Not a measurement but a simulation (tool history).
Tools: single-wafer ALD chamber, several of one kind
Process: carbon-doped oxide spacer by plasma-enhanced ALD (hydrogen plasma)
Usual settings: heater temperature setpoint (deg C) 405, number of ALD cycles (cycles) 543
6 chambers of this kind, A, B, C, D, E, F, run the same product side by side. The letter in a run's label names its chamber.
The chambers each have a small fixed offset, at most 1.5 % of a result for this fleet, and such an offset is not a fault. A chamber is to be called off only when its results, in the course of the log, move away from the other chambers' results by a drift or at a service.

run,hour,heater temperature setpoint (deg C),number of ALD cycles (cycles),hours since the last thermocouple change,"read-back reference wafer on the same gauge, thickness_nm",mean film thickness on the monitor wafer (nm)
1A,7,405,543,914.5,27.391,26.568
2D,16.7,405,543,1454,27.396,26.643
3F,23,405,543,2040.6,27.39,26.944
# hour 32: chamber F: thermocouple changed; heater temperature recalibrated
4C,32.5,405,543,1824.7,27.379,26.382
5E,38.6,405,543,1360.6,27.383,26.607
6B,44.8,405,543,492.5,27.377,27.078
7A,50.4,392,543,957.9,27.381,26.93
8E,55.8,392,543,1377.8,27.38,26.986
9F,60.9,392,543,28.9,27.371,27.31
10B,65.8,392,543,513.5,27.379,27.524
11D,75.5,392,543,1512.8,27.37,27.078
12C,82,392,543,1874.2,27.368,26.831
13E,86.7,405,543,1408.7,27.366,26.519
14D,93.5,405,543,1530.8,27.355,26.648
15F,98.8,405,543,66.8,27.358,26.831
# hour 101.2: chamber C: thermocouple changed; heater temperature recalibrated
16B,104.1,405,543,551.8,27.36,27.084
17C,108.3,405,543,7.2,27.346,26.456
18A,114.8,405,543,1022.3,27.351,26.53
19C,123.3,405,543,22.2,27.352,26.356
# hour 127.3: chamber A: thermocouple changed; heater temperature recalibrated
20D,130.7,405,543,1568,27.358,26.631
21F,139.4,405,543,107.4,27.346,26.867
22A,146.4,405,543,19.2,27.344,26.491
23E,155.5,405,543,1477.5,27.339,26.576
24B,160.4,405,543,608.1,27.339,27.066
25B,166.9,405,543,614.6,27.335,27.064
26C,173,405,543,71.9,27.329,26.338
27D,177.6,405,543,1614.9,27.326,26.605
28A,185.3,405,636,58.1,27.323,31.003
29E,191.1,405,636,1513.1,27.321,31.051
30F,196.4,405,636,164.4,27.327,31.407
31B,202.2,405,636,649.9,27.324,31.744
32E,209.5,405,636,1531.5,27.317,31.116
33C,214.9,405,636,113.8,27.308,30.87
34A,224,405,543,96.8,27.312,26.486
35D,233.1,405,543,1670.4,27.306,26.631
36F,240.8,405,543,208.8,27.305,26.738
37A,249.3,405,543,122.1,27.3,26.456
38D,255,405,543,1692.3,27.298,26.638
39C,263.6,397,587,162.5,27.297,28.878
40B,271.2,397,587,718.9,27.288,29.622
41F,277.9,397,587,245.9,27.286,29.35

Does one chamber stand apart from the rest, does the shared gauge drift, or is all well apart from small per-chamber offsets? Give the chamber and the most likely cause, where there is one.

None of the chambers is off. What moves is the gauge, dragging all their readings along together.
Cause: gauge reads low (%) = 0.418.
